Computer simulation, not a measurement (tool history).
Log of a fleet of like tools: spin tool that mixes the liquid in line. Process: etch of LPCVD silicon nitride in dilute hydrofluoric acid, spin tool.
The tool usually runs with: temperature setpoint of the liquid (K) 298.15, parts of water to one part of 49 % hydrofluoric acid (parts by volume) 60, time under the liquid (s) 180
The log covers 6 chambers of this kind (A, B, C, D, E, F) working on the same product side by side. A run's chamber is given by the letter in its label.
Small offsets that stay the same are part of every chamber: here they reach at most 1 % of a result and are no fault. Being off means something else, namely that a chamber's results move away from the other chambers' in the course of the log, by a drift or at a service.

run     day  temperature setpoint of the liquid (K)  parts of water to one part of 49 % hydrofluoric acid (parts by volume)  time under the liquid (s)  hours since the thermometer was replaced  hours since the hydrofluoric acid flow meter was replaced  read-back film thickness of the LPCVD silicon nitride reference wafer, read on the same gauge (nm)  thickness taken off the LPCVD silicon nitride on a monitor wafer (nm)
 1C   0.533                                  298.15                                                                      60                        180                                      52.6                                                        133                                                                                               40.02                                                                 1.4692
 2E   0.975                                  298.15                                                                      60                        180                                     847.8                                                     1362.7                                                                                              39.998                                                                 1.3783
      1.042  -- chamber E: hydrofluoric acid flow meter replaced
 3D   1.304                                  298.15                                                                      60                        180                                     215.4                                                      103.1                                                                                              40.004                                                                 1.4246
 4B   1.838                                  298.15                                                                      60                        180                                    1304.4                                                      239.5                                                                                              40.016                                                                 1.4918
 5A     2.2                                  298.15                                                                      60                        180                                    2495.7                                                      166.6                                                                                              40.003                                                                 1.4912
 6F   2.483                                  298.15                                                                      60                        180                                     550.1                                                      119.4                                                                                              40.002                                                                 1.4524
 7A   2.867                                  298.15                                                                      60                        180                                    2511.7                                                      182.6                                                                                              40.002                                                                 1.4934
 8E     3.4                                  298.15                                                                      60                        180                                       906                                                       56.6                                                                                               39.99                                                                  1.459
 9B   3.692                                  298.15                                                                      60                        180                                    1348.9                                                        284                                                                                              40.008                                                                 1.4124
10C   4.138                                  298.15                                                                      60                        180                                     139.1                                                      219.5                                                                                              40.008                                                                 1.3704
11F   4.467                                  298.15                                                                      60                        180                                     597.7                                                        167                                                                                              39.995                                                                 1.5003
12D   4.783                                  298.15                                                                      60                        180                                     298.9                                                      186.6                                                                                              39.989                                                                 1.4076
13B   5.275                                  298.15                                                                      60                        180                                    1386.9                                                        322                                                                                              39.998                                                                 1.4277
14E   5.671                                  298.15                                                                      60                        180                                     960.5                                                      111.1                                                                                              40.017                                                                 1.4533
15D   6.062                                  298.15                                                                      60                        180                                     329.6                                                      217.3                                                                                              39.999                                                                 1.4173
16A   6.488                                  296.65                                                                      60                        120                                    2598.6                                                      269.5                                                                                               40.02                                                                0.88247
17C   7.004                                  296.65                                                                      60                        120                                     207.9                                                      288.3                                                                                              39.992                                                                0.85152
18F   7.517                                  296.65                                                                      60                        120                                     670.9                                                      240.2                                                                                              39.993                                                                0.84688
19C   7.892                                  296.65                                                                      60                        120                                     229.2                                                      309.6                                                                                              40.019                                                                0.86712
20B   8.229                                  296.65                                                                      60                        120                                    1457.8                                                      392.9                                                                                              39.993                                                                0.82554
21A   8.517                                  296.65                                                                      60                        120                                    2647.3                                                      318.2                                                                                                  40                                                                 0.8777
22E   8.825                                  298.15                                                                      60                        180                                    1036.2                                                      186.8                                                                                              39.994                                                                 1.4211
23D   9.146                                  300.15                                                                      60                        110                                     403.6                                                      291.3                                                                                              40.026                                                                 1.0145
24F   9.442                                  300.15                                                                      60                        110                                     717.1                                                      286.4                                                                                              40.002                                                                 1.0306
25F   9.942                                  300.15                                                                      60                        110                                     729.1                                                      298.4                                                                                              40.004                                                                0.97843
26D    10.3                                  300.15                                                                      60                        110                                     431.3                                                        319                                                                                              40.013                                                                 1.0222
27A   10.75                                  300.15                                                                      60                        110                                    2700.9                                                      371.8                                                                                              40.015                                                                 0.9928
28B  11.238                                  300.15                                                                      60                        110                                      1530                                                      465.1                                                                                              39.996                                                                0.97655
29E  11.479                                  298.15                                                                      60                        180                                    1099.9                                                      250.5                                                                                              39.998                                                                  1.403
30C  11.883                                  298.15                                                                      60                        180                                       325                                                      405.4                                                                                              39.996                                                                 1.5221
31C  12.225                                  298.15                                                                      60                        180                                     333.2                                                      413.6                                                                                              39.999                                                                 1.4111
32B  12.638                                  298.15                                                                      60                        180                                    1563.6                                                      498.7                                                                                              39.997                                                                 1.2937
      12.85  -- chamber A: thermometer replaced
33F  13.075                                  298.15                                                                      60                        180                                     804.3                                                      373.6                                                                                              40.008                                                                 1.3997
34D  13.388                                  298.15                                                                      60                        180                                     505.4                                                      393.1                                                                                              39.995                                                                 1.4441
35E  13.688                                  298.15                                                                      60                        180                                    1152.9                                                      303.5                                                                                              39.992                                                                 1.4675
36A  14.133                                  298.15                                                                      60                        180                                      30.8                                                        453                                                                                              39.993                                                                  1.362
37B  14.421                                  298.15                                                                      60                        180                                    1606.4                                                      541.5                                                                                              40.007                                                                 1.3488
38F  14.838                                  298.15                                                                      60                        180                                     846.6                                                      415.9                                                                                              39.988                                                                 1.4761
39A  15.317                                  298.15                                                                      60                        180                                      59.2                                                      481.4                                                                                                  40                                                                 1.3924
40D  15.633                                  298.15                                                                      60                        180                                     559.3                                                        447                                                                                              39.993                                                                 1.5017
41E  16.175                                  298.15                                                                      60                        180                                    1212.6                                                      363.2                                                                                              39.997                                                                 1.4926
42C  16.629                                  298.15                                                                      60                        180                                     438.9                                                      519.3                                                                                              39.997                                                                 1.3681
43A  17.038                                  298.15                                                                      60                        180                                     100.5                                                      522.7                                                                                              39.976                                                                 1.5164

For the next run the whole fleet of 6 chambers uses the same settings. Give each chamber's results:
44A  17.429                                  298.15                                                                      60                        180                                                                                                                                                                                                                                                                               ?
44B  17.429                                  298.15                                                                      60                        180                                                                                                                                                                                                                                                                               ?
44C  17.429                                  298.15                                                                      60                        180                                                                                                                                                                                                                                                                               ?
44D  17.429                                  298.15                                                                      60                        180                                                                                                                                                                                                                                                                               ?
44E  17.429                                  298.15                                                                      60                        180                                                                                                                                                                                                                                                                               ?
44F  17.429                                  298.15                                                                      60                        180                                                                                                                                                                                                                                                                               ?

run  thickness taken off the LPCVD silicon nitride on a monitor wafer (nm)
44A                                                                 1.4827
44B                                                                 1.2424
44C                                                                 1.4026
44D                                                                 1.4651
44E                                                                 1.4106
44F                                                                 1.3915
